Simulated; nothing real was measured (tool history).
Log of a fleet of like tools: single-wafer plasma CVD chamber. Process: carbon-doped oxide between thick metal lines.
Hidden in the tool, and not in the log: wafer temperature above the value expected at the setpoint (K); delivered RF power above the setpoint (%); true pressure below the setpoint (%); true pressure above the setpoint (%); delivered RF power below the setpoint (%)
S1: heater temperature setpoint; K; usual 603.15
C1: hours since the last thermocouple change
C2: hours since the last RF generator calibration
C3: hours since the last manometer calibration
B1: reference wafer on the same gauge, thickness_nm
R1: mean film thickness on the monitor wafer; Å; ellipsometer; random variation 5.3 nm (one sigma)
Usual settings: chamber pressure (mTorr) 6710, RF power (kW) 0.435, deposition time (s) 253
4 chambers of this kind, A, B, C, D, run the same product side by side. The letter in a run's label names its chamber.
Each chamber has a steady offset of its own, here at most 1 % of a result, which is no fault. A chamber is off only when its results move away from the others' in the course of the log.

{"day": 0.108, "done": "chamber C: thermocouple changed; heater temperature recalibrated"}
{"run": "1A", "day": 0.35, "S1": 603.15, "chamber pressure (mTorr)": 6710, "RF power (kW)": 0.435, "deposition time (s)": 253, "C1": 1434.3, "C2": 1028.3, "C3": 468.0, "B1": 1520.1, "R1": 12827}
{"day": 0.383, "done": "chamber B: thermocouple changed; heater temperature recalibrated"}
{"run": "2D", "day": 0.746, "S1": 603.15, "chamber pressure (mTorr)": 6710, "RF power (kW)": 0.435, "deposition time (s)": 253, "C1": 1883.1, "C2": 1500.9, "C3": 904.2, "B1": 1520.8, "R1": 12680}
{"run": "3C", "day": 0.983, "S1": 603.15, "chamber pressure (mTorr)": 6710, "RF power (kW)": 0.435, "deposition time (s)": 253, "C1": 21.0, "C2": 329.8, "C3": 312.8, "B1": 1519.3, "R1": 12808}
{"run": "4B", "day": 1.379, "S1": 603.15, "chamber pressure (mTorr)": 6710, "RF power (kW)": 0.435, "deposition time (s)": 253, "C1": 23.9, "C2": 364.2, "C3": 1246.2, "B1": 1519.4, "R1": 12864}
{"run": "5A", "day": 1.654, "S1": 608.15, "chamber pressure (mTorr)": 6710, "RF power (kW)": 0.435, "deposition time (s)": 253, "C1": 1465.6, "C2": 1059.6, "C3": 499.3, "B1": 1520.5, "R1": 12634}
{"run": "6B", "day": 1.992, "S1": 608.15, "chamber pressure (mTorr)": 6710, "RF power (kW)": 0.435, "deposition time (s)": 253, "C1": 38.6, "C2": 378.9, "C3": 1260.9, "B1": 1519.2, "R1": 12457}
{"run": "7D", "day": 2.225, "S1": 608.15, "chamber pressure (mTorr)": 6710, "RF power (kW)": 0.435, "deposition time (s)": 253, "C1": 1918.6, "C2": 1536.4, "C3": 939.7, "B1": 1519.7, "R1": 12500}
{"run": "8C", "day": 2.433, "S1": 608.15, "chamber pressure (mTorr)": 6710, "RF power (kW)": 0.435, "deposition time (s)": 253, "C1": 55.8, "C2": 364.6, "C3": 347.6, "B1": 1518.8, "R1": 12643}
{"run": "9B", "day": 2.638, "S1": 603.15, "chamber pressure (mTorr)": 6710, "RF power (kW)": 0.435, "deposition time (s)": 253, "C1": 54.1, "C2": 394.4, "C3": 1276.4, "B1": 1519.6, "R1": 12831}
{"run": "10D", "day": 2.812, "S1": 603.15, "chamber pressure (mTorr)": 5230, "RF power (kW)": 0.465, "deposition time (s)": 253, "C1": 1932.7, "C2": 1550.5, "C3": 953.8, "B1": 1520.3, "R1": 12907}
{"run": "11A", "day": 2.996, "S1": 603.15, "chamber pressure (mTorr)": 5230, "RF power (kW)": 0.465, "deposition time (s)": 253, "C1": 1497.8, "C2": 1091.8, "C3": 531.5, "B1": 1520.6, "R1": 13009}
{"run": "12C", "day": 3.238, "S1": 603.15, "chamber pressure (mTorr)": 5230, "RF power (kW)": 0.465, "deposition time (s)": 253, "C1": 75.1, "C2": 383.9, "C3": 366.9, "B1": 1520.3, "R1": 12983}
{"run": "13D", "day": 3.488, "S1": 603.15, "chamber pressure (mTorr)": 5230, "RF power (kW)": 0.465, "deposition time (s)": 253, "C1": 1948.9, "C2": 1566.7, "C3": 970.0, "B1": 1520.6, "R1": 12884}
{"run": "14A", "day": 3.658, "S1": 603.15, "chamber pressure (mTorr)": 6710, "RF power (kW)": 0.435, "deposition time (s)": 253, "C1": 1513.7, "C2": 1107.7, "C3": 547.4, "B1": 1521.0, "R1": 12760}
{"run": "15C", "day": 3.858, "S1": 603.15, "chamber pressure (mTorr)": 6710, "RF power (kW)": 0.435, "deposition time (s)": 253, "C1": 90.0, "C2": 398.8, "C3": 381.8, "B1": 1520.1, "R1": 12742}
{"run": "16B", "day": 4.1, "S1": 603.15, "chamber pressure (mTorr)": 6710, "RF power (kW)": 0.435, "deposition time (s)": 253, "C1": 89.2, "C2": 429.5, "C3": 1311.5, "B1": 1518.4, "R1": 12829}
{"run": "17C", "day": 4.425, "S1": 603.15, "chamber pressure (mTorr)": 6710, "RF power (kW)": 0.435, "deposition time (s)": 253, "C1": 103.6, "C2": 412.4, "C3": 395.4, "B1": 1520.7, "R1": 12703}
{"day": 4.5, "done": "chamber A: RF generator calibrated"}
{"run": "18D", "day": 4.692, "S1": 603.15, "chamber pressure (mTorr)": 6710, "RF power (kW)": 0.435, "deposition time (s)": 253, "C1": 1977.8, "C2": 1595.6, "C3": 998.9, "B1": 1519.9, "R1": 12603}
{"run": "19A", "day": 5.079, "S1": 603.15, "chamber pressure (mTorr)": 6710, "RF power (kW)": 0.435, "deposition time (s)": 253, "C1": 1547.8, "C2": 13.9, "C3": 581.5, "B1": 1520.0, "R1": 12752}
{"run": "20B", "day": 5.354, "S1": 603.15, "chamber pressure (mTorr)": 6710, "RF power (kW)": 0.435, "deposition time (s)": 253, "C1": 119.3, "C2": 459.6, "C3": 1341.6, "B1": 1519.4, "R1": 12776}
{"run": "21B", "day": 5.7, "S1": 603.15, "chamber pressure (mTorr)": 6710, "RF power (kW)": 0.435, "deposition time (s)": 253, "C1": 127.6, "C2": 467.9, "C3": 1349.9, "B1": 1520.3, "R1": 12656}
{"run": "22C", "day": 5.954, "S1": 603.15, "chamber pressure (mTorr)": 6710, "RF power (kW)": 0.435, "deposition time (s)": 253, "C1": 140.3, "C2": 449.1, "C3": 432.1, "B1": 1519.5, "R1": 12621}
{"run": "23D", "day": 6.204, "S1": 603.15, "chamber pressure (mTorr)": 6710, "RF power (kW)": 0.435, "deposition time (s)": 253, "C1": 2014.1, "C2": 1631.9, "C3": 1035.2, "B1": 1519.3, "R1": 12659}
{"run": "24A", "day": 6.525, "S1": 603.15, "chamber pressure (mTorr)": 6710, "RF power (kW)": 0.435, "deposition time (s)": 294, "C1": 1582.5, "C2": 48.6, "C3": 616.2, "B1": 1519.2, "R1": 14771}
{"run": "25D", "day": 6.925, "S1": 603.15, "chamber pressure (mTorr)": 6710, "RF power (kW)": 0.435, "deposition time (s)": 294, "C1": 2031.4, "C2": 1649.2, "C3": 1052.5, "B1": 1519.7, "R1": 14692}
{"run": "26C", "day": 7.225, "S1": 603.15, "chamber pressure (mTorr)": 6710, "RF power (kW)": 0.435, "deposition time (s)": 294, "C1": 170.8, "C2": 479.6, "C3": 462.6, "B1": 1520.7, "R1": 14608}
{"run": "27B", "day": 7.467, "S1": 603.15, "chamber pressure (mTorr)": 6710, "RF power (kW)": 0.435, "deposition time (s)": 294, "C1": 170.0, "C2": 510.3, "C3": 1392.3, "B1": 1519.6, "R1": 14772}
{"run": "28A", "day": 7.688, "S1": 603.15, "chamber pressure (mTorr)": 6710, "RF power (kW)": 0.435, "deposition time (s)": 253, "C1": 1610.4, "C2": 76.5, "C3": 644.1, "B1": 1520.1, "R1": 12830}
{"run": "29A", "day": 7.95, "S1": 603.15, "chamber pressure (mTorr)": 6710, "RF power (kW)": 0.435, "deposition time (s)": 253, "C1": 1616.7, "C2": 82.8, "C3": 650.4, "B1": 1520.5, "R1": 12795}
{"run": "30B", "day": 8.333, "S1": 603.15, "chamber pressure (mTorr)": 6710, "RF power (kW)": 0.435, "deposition time (s)": 253, "C1": 190.8, "C2": 531.1, "C3": 1413.1, "B1": 1520.8, "R1": 12806}
{"run": "31D", "day": 8.721, "S1": 603.15, "chamber pressure (mTorr)": 6710, "RF power (kW)": 0.435, "deposition time (s)": 253, "C1": 2074.5, "C2": 1692.3, "C3": 1095.6, "B1": 1519.1, "R1": 12703}
{"run": "32C", "day": 8.938, "S1": 603.15, "chamber pressure (mTorr)": 6710, "RF power (kW)": 0.435, "deposition time (s)": 253, "C1": 211.9, "C2": 520.7, "C3": 503.7, "B1": 1519.1, "R1": 12402}
{"run": "33A", "day": 9.3, "S1": 609.15, "chamber pressure (mTorr)": 6710, "RF power (kW)": 0.435, "deposition time (s)": 253, "C1": 1649.1, "C2": 115.2, "C3": 682.8, "B1": 1520.0, "R1": 12524}
{"run": "34B", "day": 9.688, "S1": 609.15, "chamber pressure (mTorr)": 6710, "RF power (kW)": 0.435, "deposition time (s)": 253, "C1": 223.3, "C2": 563.6, "C3": 1445.6, "B1": 1519.6, "R1": 12594}
{"run": "35C", "day": 10.0, "S1": 609.15, "chamber pressure (mTorr)": 6710, "RF power (kW)": 0.435, "deposition time (s)": 253, "C1": 237.4, "C2": 546.2, "C3": 529.2, "B1": 1520.2, "R1": 12163}
{"run": "36D", "day": 10.396, "S1": 609.15, "chamber pressure (mTorr)": 6710, "RF power (kW)": 0.435, "deposition time (s)": 253, "C1": 2114.7, "C2": 1732.5, "C3": 1135.8, "B1": 1519.5, "R1": 12449}
{"run": "37C", "day": 10.612, "S1": 603.15, "chamber pressure (mTorr)": 6710, "RF power (kW)": 0.435, "deposition time (s)": 253, "C1": 252.1, "C2": 560.9, "C3": 543.9, "B1": 1520.9, "R1": 12405}
{"run": "38A", "day": 10.917, "S1": 603.15, "chamber pressure (mTorr)": 6710, "RF power (kW)": 0.435, "deposition time (s)": 210, "C1": 1687.9, "C2": 154.0, "C3": 721.6, "B1": 1521.0, "R1": 10577}
{"run": "39D", "day": 11.167, "S1": 603.15, "chamber pressure (mTorr)": 6710, "RF power (kW)": 0.435, "deposition time (s)": 210, "C1": 2133.2, "C2": 1751.0, "C3": 1154.3, "B1": 1520.6, "R1": 10479}
{"run": "40B", "day": 11.383, "S1": 603.15, "chamber pressure (mTorr)": 6710, "RF power (kW)": 0.435, "deposition time (s)": 210, "C1": 264.0, "C2": 604.3, "C3": 1486.3, "B1": 1520.6, "R1": 10674}
{"run": "41D", "day": 11.7, "S1": 603.15, "chamber pressure (mTorr)": 6710, "RF power (kW)": 0.435, "deposition time (s)": 210, "C1": 2146.0, "C2": 1763.8, "C3": 1167.1, "B1": 1520.3, "R1": 10463}
{"run": "42B", "day": 12.079, "S1": 603.15, "chamber pressure (mTorr)": 6710, "RF power (kW)": 0.435, "deposition time (s)": 253, "C1": 280.7, "C2": 621.0, "C3": 1503.0, "B1": 1519.0, "R1": 12838}
{"run": "43C", "day": 12.379, "S1": 603.15, "chamber pressure (mTorr)": 6710, "RF power (kW)": 0.435, "deposition time (s)": 253, "C1": 294.5, "C2": 603.3, "C3": 586.3, "B1": 1519.5, "R1": 12227}

What goes on in this fleet: one chamber off, a drifting gauge, or nothing beyond the chambers' own small offsets? Name the chamber and the cause, if any.

Chamber C drifts away from the others.
Cause: delivered RF power below the setpoint (%) = 6.99.

Here are 4 candidates for chamber C's next run, each the usual settings with a change, their results left as question marks. Which one brings its results back in line with what the others give on the usual settings?
In line means no further than this from the other chambers' mean on the usual settings: R1 180 Å
{"run": "44C-1", "day": 12.667, "S1": 604.15, "chamber pressure (mTorr)": 6710, "RF power (kW)": 0.425, "deposition time (s)": 253, "R1": "?"}
{"run": "44C-2", "day": 12.667, "S1": 603.15, "chamber pressure (mTorr)": 6710, "RF power (kW)": 0.425, "deposition time (s)": 246, "R1": "?"}
{"run": "44C-3", "day": 12.667, "S1": 602.15, "chamber pressure (mTorr)": 6710, "RF power (kW)": 0.46, "deposition time (s)": 253, "R1": "?"}
{"run": "44C-4", "day": 12.667, "S1": 603.15, "chamber pressure (mTorr)": 8070, "RF power (kW)": 0.435, "deposition time (s)": 253, "R1": "?"}

The other chambers' mean on the usual settings: R1 12752 Å
run=44C-1 R1=11944
run=44C-2 R1=11650
run=44C-3 R1=12728
run=44C-4 R1=12357
44C-3 brings the chamber back in line.

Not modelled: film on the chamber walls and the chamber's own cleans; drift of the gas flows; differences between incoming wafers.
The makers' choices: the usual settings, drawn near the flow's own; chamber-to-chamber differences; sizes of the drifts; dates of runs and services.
